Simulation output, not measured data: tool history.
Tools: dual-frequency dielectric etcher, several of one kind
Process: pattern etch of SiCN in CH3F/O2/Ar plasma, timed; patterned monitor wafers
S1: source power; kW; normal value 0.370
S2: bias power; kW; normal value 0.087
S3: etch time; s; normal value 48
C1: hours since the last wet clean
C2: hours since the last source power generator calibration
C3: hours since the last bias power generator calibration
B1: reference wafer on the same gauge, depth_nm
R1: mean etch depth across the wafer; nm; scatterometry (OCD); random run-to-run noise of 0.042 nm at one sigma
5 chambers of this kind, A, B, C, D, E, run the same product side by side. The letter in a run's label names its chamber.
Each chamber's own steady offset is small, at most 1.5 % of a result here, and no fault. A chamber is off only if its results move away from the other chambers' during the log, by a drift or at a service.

{"run": "1B", "day": 0.35, "S1": 0.37, "S2": 0.087, "S3": 48, "C1": 264.3, "C2": 318.4, "C3": 670.2, "B1": 22.299, "R1": 18.699}
{"run": "2C", "day": 0.796, "S1": 0.37, "S2": 0.087, "S3": 48, "C1": 284.9, "C2": 3243.1, "C3": 1110.3, "B1": 22.305, "R1": 18.658}
{"run": "3E", "day": 1.196, "S1": 0.37, "S2": 0.087, "S3": 48, "C1": 400.0, "C2": 1845.7, "C3": 3385.5, "B1": 22.311, "R1": 18.571}
{"run": "4A", "day": 1.604, "S1": 0.37, "S2": 0.087, "S3": 48, "C1": 103.0, "C2": 1952.9, "C3": 1685.6, "B1": 22.296, "R1": 18.743}
{"run": "5D", "day": 1.917, "S1": 0.37, "S2": 0.087, "S3": 48, "C1": 506.6, "C2": 921.5, "C3": 3059.9, "B1": 22.296, "R1": 18.722}
{"run": "6D", "day": 2.158, "S1": 0.37, "S2": 0.087, "S3": 48, "C1": 512.4, "C2": 927.3, "C3": 3065.7, "B1": 22.31, "R1": 18.748}
{"day": 2.2, "done": "chamber C: wet clean of the chamber"}
{"run": "7A", "day": 2.546, "S1": 0.37, "S2": 0.087, "S3": 48, "C1": 125.6, "C2": 1975.5, "C3": 1708.2, "B1": 22.299, "R1": 18.801}
{"run": "8B", "day": 2.854, "S1": 0.37, "S2": 0.087, "S3": 48, "C1": 324.4, "C2": 378.5, "C3": 730.3, "B1": 22.309, "R1": 18.674}
{"run": "9C", "day": 3.067, "S1": 0.37, "S2": 0.087, "S3": 48, "C1": 20.8, "C2": 3297.6, "C3": 1164.8, "B1": 22.3, "R1": 18.711}
{"day": 3.275, "done": "chamber E: wet clean of the chamber"}
{"run": "10E", "day": 3.325, "S1": 0.37, "S2": 0.087, "S3": 48, "C1": 1.2, "C2": 1896.8, "C3": 3436.6, "B1": 22.3, "R1": 18.623}
{"run": "11B", "day": 3.742, "S1": 0.37, "S2": 0.087, "S3": 48, "C1": 345.7, "C2": 399.8, "C3": 751.6, "B1": 22.296, "R1": 18.699}
{"run": "12E", "day": 4.121, "S1": 0.37, "S2": 0.087, "S3": 48, "C1": 20.3, "C2": 1915.9, "C3": 3455.7, "B1": 22.299, "R1": 18.548}
{"day": 4.375, "done": "chamber D: wet clean of the chamber"}
{"run": "13A", "day": 4.479, "S1": 0.37, "S2": 0.087, "S3": 48, "C1": 172.0, "C2": 2021.9, "C3": 1754.6, "B1": 22.304, "R1": 18.759}
{"run": "14C", "day": 4.729, "S1": 0.37, "S2": 0.087, "S3": 48, "C1": 60.7, "C2": 3337.5, "C3": 1204.7, "B1": 22.302, "R1": 18.631}
{"run": "15D", "day": 4.942, "S1": 0.41, "S2": 0.087, "S3": 48, "C1": 13.7, "C2": 994.1, "C3": 3132.5, "B1": 22.309, "R1": 19.376}
{"run": "16D", "day": 5.167, "S1": 0.41, "S2": 0.087, "S3": 48, "C1": 19.1, "C2": 999.5, "C3": 3137.9, "B1": 22.291, "R1": 19.418}
{"run": "17A", "day": 5.492, "S1": 0.41, "S2": 0.087, "S3": 48, "C1": 196.3, "C2": 2046.2, "C3": 1778.9, "B1": 22.289, "R1": 19.5}
{"day": 5.75, "done": "chamber E: source power generator calibrated"}
{"run": "18C", "day": 5.821, "S1": 0.41, "S2": 0.087, "S3": 48, "C1": 86.9, "C2": 3363.7, "C3": 1230.9, "B1": 22.29, "R1": 19.466}
{"run": "19E", "day": 6.104, "S1": 0.41, "S2": 0.087, "S3": 48, "C1": 67.9, "C2": 8.6, "C3": 3503.3, "B1": 22.302, "R1": 19.0}
{"run": "20B", "day": 6.412, "S1": 0.37, "S2": 0.087, "S3": 48, "C1": 409.8, "C2": 463.9, "C3": 815.7, "B1": 22.301, "R1": 18.738}
{"run": "21D", "day": 6.771, "S1": 0.37, "S2": 0.087, "S3": 48, "C1": 57.6, "C2": 1038.0, "C3": 3176.4, "B1": 22.305, "R1": 18.662}
{"run": "22A", "day": 7.079, "S1": 0.37, "S2": 0.087, "S3": 48, "C1": 234.4, "C2": 2084.3, "C3": 1817.0, "B1": 22.303, "R1": 18.726}
{"run": "23B", "day": 7.308, "S1": 0.37, "S2": 0.087, "S3": 48, "C1": 431.3, "C2": 485.4, "C3": 837.2, "B1": 22.284, "R1": 18.803}
{"run": "24E", "day": 7.6, "S1": 0.31, "S2": 0.087, "S3": 48, "C1": 103.8, "C2": 44.5, "C3": 3539.2, "B1": 22.313, "R1": 17.068}
{"run": "25C", "day": 8.05, "S1": 0.31, "S2": 0.087, "S3": 48, "C1": 140.4, "C2": 3417.2, "C3": 1284.4, "B1": 22.304, "R1": 17.493}
{"run": "26D", "day": 8.296, "S1": 0.31, "S2": 0.087, "S3": 48, "C1": 94.2, "C2": 1074.6, "C3": 3213.0, "B1": 22.316, "R1": 17.538}
{"run": "27B", "day": 8.604, "S1": 0.31, "S2": 0.087, "S3": 48, "C1": 462.4, "C2": 516.5, "C3": 868.3, "B1": 22.306, "R1": 17.616}
{"day": 8.817, "done": "chamber B: wet clean of the chamber"}
{"run": "28C", "day": 9.021, "S1": 0.31, "S2": 0.087, "S3": 48, "C1": 163.7, "C2": 3440.5, "C3": 1307.7, "B1": 22.31, "R1": 17.624}
{"run": "29E", "day": 9.275, "S1": 0.37, "S2": 0.087, "S3": 48, "C1": 144.0, "C2": 84.7, "C3": 3579.4, "B1": 22.308, "R1": 18.269}
{"run": "30A", "day": 9.483, "S1": 0.45, "S2": 0.067, "S3": 48, "C1": 292.1, "C2": 2142.0, "C3": 1874.7, "B1": 22.301, "R1": 18.4}
{"run": "31B", "day": 9.758, "S1": 0.45, "S2": 0.067, "S3": 48, "C1": 22.7, "C2": 544.2, "C3": 896.0, "B1": 22.292, "R1": 18.358}
{"day": 9.854, "done": "chamber E: bias power generator calibrated"}
{"run": "32E", "day": 10.221, "S1": 0.45, "S2": 0.067, "S3": 48, "C1": 166.7, "C2": 107.4, "C3": 8.9, "B1": 22.301, "R1": 17.943}
{"run": "33C", "day": 10.575, "S1": 0.45, "S2": 0.067, "S3": 48, "C1": 201.0, "C2": 3477.8, "C3": 1345.0, "B1": 22.303, "R1": 18.382}
{"run": "34D", "day": 10.804, "S1": 0.45, "S2": 0.067, "S3": 48, "C1": 154.4, "C2": 1134.8, "C3": 3273.2, "B1": 22.313, "R1": 18.303}
{"run": "35A", "day": 11.175, "S1": 0.42, "S2": 0.087, "S3": 48, "C1": 332.7, "C2": 2182.6, "C3": 1915.3, "B1": 22.285, "R1": 19.648}
{"run": "36A", "day": 11.567, "S1": 0.42, "S2": 0.087, "S3": 48, "C1": 342.1, "C2": 2192.0, "C3": 1924.7, "B1": 22.307, "R1": 19.689}
{"run": "37B", "day": 11.808, "S1": 0.42, "S2": 0.087, "S3": 48, "C1": 71.9, "C2": 593.4, "C3": 945.2, "B1": 22.312, "R1": 19.696}

One chamber off, gauge drift, or nothing amiss beyond the chambers' own small offsets? If it is a chamber, which one, and what is the likeliest cause?

A service left chamber E off against the others.
Cause: source power that arrives under what is set, % = 4.02.

Below are 4 candidate recipes for chamber E's next run, each the usual settings with a change, their results shown as question marks. Which of them brings E's results back in line with what the other chambers give on the usual settings?
To be in line, a result may differ from the other chambers' mean on the usual settings by at most: R1 0.150 nm
{"run": "38E-1", "day": 12.138, "S1": 0.37, "S2": 0.087, "S3": 47.5, "R1": "?"}
{"run": "38E-2", "day": 12.138, "S1": 0.38, "S2": 0.09, "S3": 48.0, "R1": "?"}
{"run": "38E-3", "day": 12.138, "S1": 0.37, "S2": 0.089, "S3": 48.0, "R1": "?"}
{"run": "38E-4", "day": 12.138, "S1": 0.37, "S2": 0.087, "S3": 47.0, "R1": "?"}

Usual-settings mean across the other chambers: R1 18.723 nm
run=38E-1 R1=18.060
run=38E-2 R1=18.664
run=38E-3 R1=18.403
run=38E-4 R1=17.870
38E-2 is the one that brings the chamber's results back in line with the other chambers.
